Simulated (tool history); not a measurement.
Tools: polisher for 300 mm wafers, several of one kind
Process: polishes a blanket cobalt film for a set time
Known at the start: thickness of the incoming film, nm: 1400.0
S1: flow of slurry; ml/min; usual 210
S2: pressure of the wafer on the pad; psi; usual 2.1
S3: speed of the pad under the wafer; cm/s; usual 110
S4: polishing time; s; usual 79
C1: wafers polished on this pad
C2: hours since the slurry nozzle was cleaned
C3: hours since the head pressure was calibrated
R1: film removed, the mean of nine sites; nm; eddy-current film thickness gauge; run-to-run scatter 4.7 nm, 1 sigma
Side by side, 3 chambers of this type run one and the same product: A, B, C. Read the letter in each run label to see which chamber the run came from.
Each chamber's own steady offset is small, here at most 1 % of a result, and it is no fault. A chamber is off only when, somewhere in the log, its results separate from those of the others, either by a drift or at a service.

| run | hour | S1 | S2 | S3 | S4 | C1 | C2 | C3 | R1 |
|---|---|---|---|---|---|---|---|---|---|
| 1A | 8.2 | 210 | 2.1 | 110 | 79 | 516 | 36.6 | 335.9 | 445.58 |
|  | 9.5 | chamber C: worn pad replaced by a new one |
| 2B | 14.2 | 210 | 2.1 | 110 | 79 | 287 | 161.8 | 357.0 | 456.09 |
| 3C | 22.4 | 210 | 2.1 | 110 | 79 | 134 | 67.1 | 251.2 | 466.59 |
| 4A | 26.5 | 210 | 2.1 | 110 | 79 | 706 | 54.9 | 354.2 | 457.12 |
| 5C | 34.7 | 210 | 2.1 | 110 | 79 | 262 | 79.4 | 263.5 | 462.04 |
| 6B | 40.1 | 210 | 2.1 | 110 | 79 | 556 | 187.7 | 382.9 | 461.78 |
| 7A | 48.6 | 210 | 2.1 | 110 | 79 | 936 | 77.0 | 376.3 | 456.85 |
| 8C | 54.2 | 210 | 2.1 | 110 | 79 | 464 | 98.9 | 283.0 | 455.85 |
| 9B | 59.2 | 210 | 2.1 | 110 | 79 | 754 | 206.8 | 402.0 | 468.99 |
| 10B | 65.4 | 210 | 2.1 | 110 | 79 | 818 | 213.0 | 408.2 | 457.71 |
|  | 69.7 | chamber C: worn pad replaced by a new one |
| 11C | 70.8 | 210 | 2.1 | 110 | 79 | 12 | 115.5 | 299.6 | 461.09 |
| 12A | 76.5 | 210 | 2.1 | 110 | 79 | 1225 | 104.9 | 404.2 | 449.35 |
| 13C | 83.9 | 210 | 2.1 | 110 | 79 | 148 | 128.6 | 312.7 | 464.19 |
| 14B | 92.6 | 210 | 2.1 | 110 | 79 | 1100 | 240.2 | 435.4 | 461.87 |
| 15A | 96.8 | 210 | 2.1 | 110 | 79 | 1436 | 125.2 | 424.5 | 454.12 |
| 16C | 102.3 | 280 | 2.1 | 130 | 79 | 339 | 147.0 | 331.1 | 565.54 |
| 17B | 106.9 | 280 | 2.1 | 130 | 79 | 1249 | 254.5 | 449.7 | 558.84 |
| 18A | 113.3 | 280 | 2.1 | 130 | 79 | 1607 | 141.7 | 441.0 | 539.25 |
|  | 116.5 | chamber B: worn pad replaced by a new one |
| 19B | 121.7 | 150 | 2.1 | 110 | 79 | 54 | 269.3 | 464.5 | 436.19 |
| 20A | 130.6 | 150 | 2.1 | 110 | 79 | 1786 | 159.0 | 458.3 | 413.17 |
| 21C | 138.8 | 150 | 2.1 | 110 | 79 | 717 | 183.5 | 367.6 | 439.01 |
| 22C | 144.0 | 210 | 2.1 | 110 | 79 | 771 | 188.7 | 372.8 | 453.54 |
|  | 145.0 | chamber C: worn pad replaced by a new one |
| 23A | 148.2 | 210 | 2.1 | 110 | 79 | 1969 | 176.6 | 475.9 | 426.43 |
| 24B | 152.6 | 210 | 2.1 | 126 | 98 | 375 | 300.2 | 495.4 | 652.63 |
| 25C | 160.5 | 210 | 2.1 | 126 | 98 | 161 | 205.2 | 389.3 | 650.90 |
| 26B | 164.5 | 210 | 2.1 | 126 | 98 | 498 | 312.1 | 507.3 | 655.41 |
| 27A | 171.7 | 210 | 2.1 | 110 | 79 | 2213 | 200.1 | 499.4 | 423.10 |
| 28C | 180.5 | 210 | 2.1 | 110 | 79 | 369 | 225.2 | 409.3 | 452.66 |
| 29B | 186.4 | 210 | 2.1 | 110 | 79 | 725 | 334.0 | 529.2 | 468.67 |
| 30A | 190.3 | 210 | 2.1 | 110 | 79 | 2406 | 218.7 | 518.0 | 404.84 |
| 31A | 198.0 | 210 | 2.1 | 110 | 79 | 2486 | 226.4 | 525.7 | 407.17 |
| 32B | 206.0 | 210 | 2.1 | 110 | 79 | 929 | 353.6 | 548.8 | 460.32 |
| 33C | 214.0 | 210 | 2.1 | 110 | 79 | 716 | 258.7 | 442.8 | 465.13 |

Does one chamber stand apart from the rest, does the shared gauge drift, or is all well apart from small per-chamber offsets? Give the chamber and the most likely cause, where there is one.

One chamber, A, drifts off from the rest bit by bit.
What lies behind it: removal rate lost through wear of the pad, % = 9.65.
The log may not separate it from: slurry flow missing at the pad, %; head's pressure below its setpoint, %.

Below are 4 candidate recipes for chamber A's next run, each the usual settings with a change, their results shown as question marks. Which of them brings A's results back in line with what the other chambers give on the usual settings?
In-line tolerance around the mean of the other chambers on the usual settings: R1 17.00 nm
| 34A-1 | 220.4 | 205 | 2.1 | 110 | 63 |  |  |  | ? |
| 34A-2 | 220.4 | 215 | 2.3 | 124 | 79 |  |  |  | ? |
| 34A-3 | 220.4 | 210 | 2.0 | 102 | 79 |  |  |  | ? |
| 34A-4 | 220.4 | 210 | 2.2 | 114 | 82 |  |  |  | ? |

The other chambers' mean on the usual settings: R1 459.00 nm
| run | R1 |
|---|---|
| 34A-1 | 322.48 |
| 34A-2 | 503.55 |
| 34A-3 | 357.67 |
| 34A-4 | 457.62 |
The right change is 34A-4: it brings the chamber back within the allowed miss of the others.
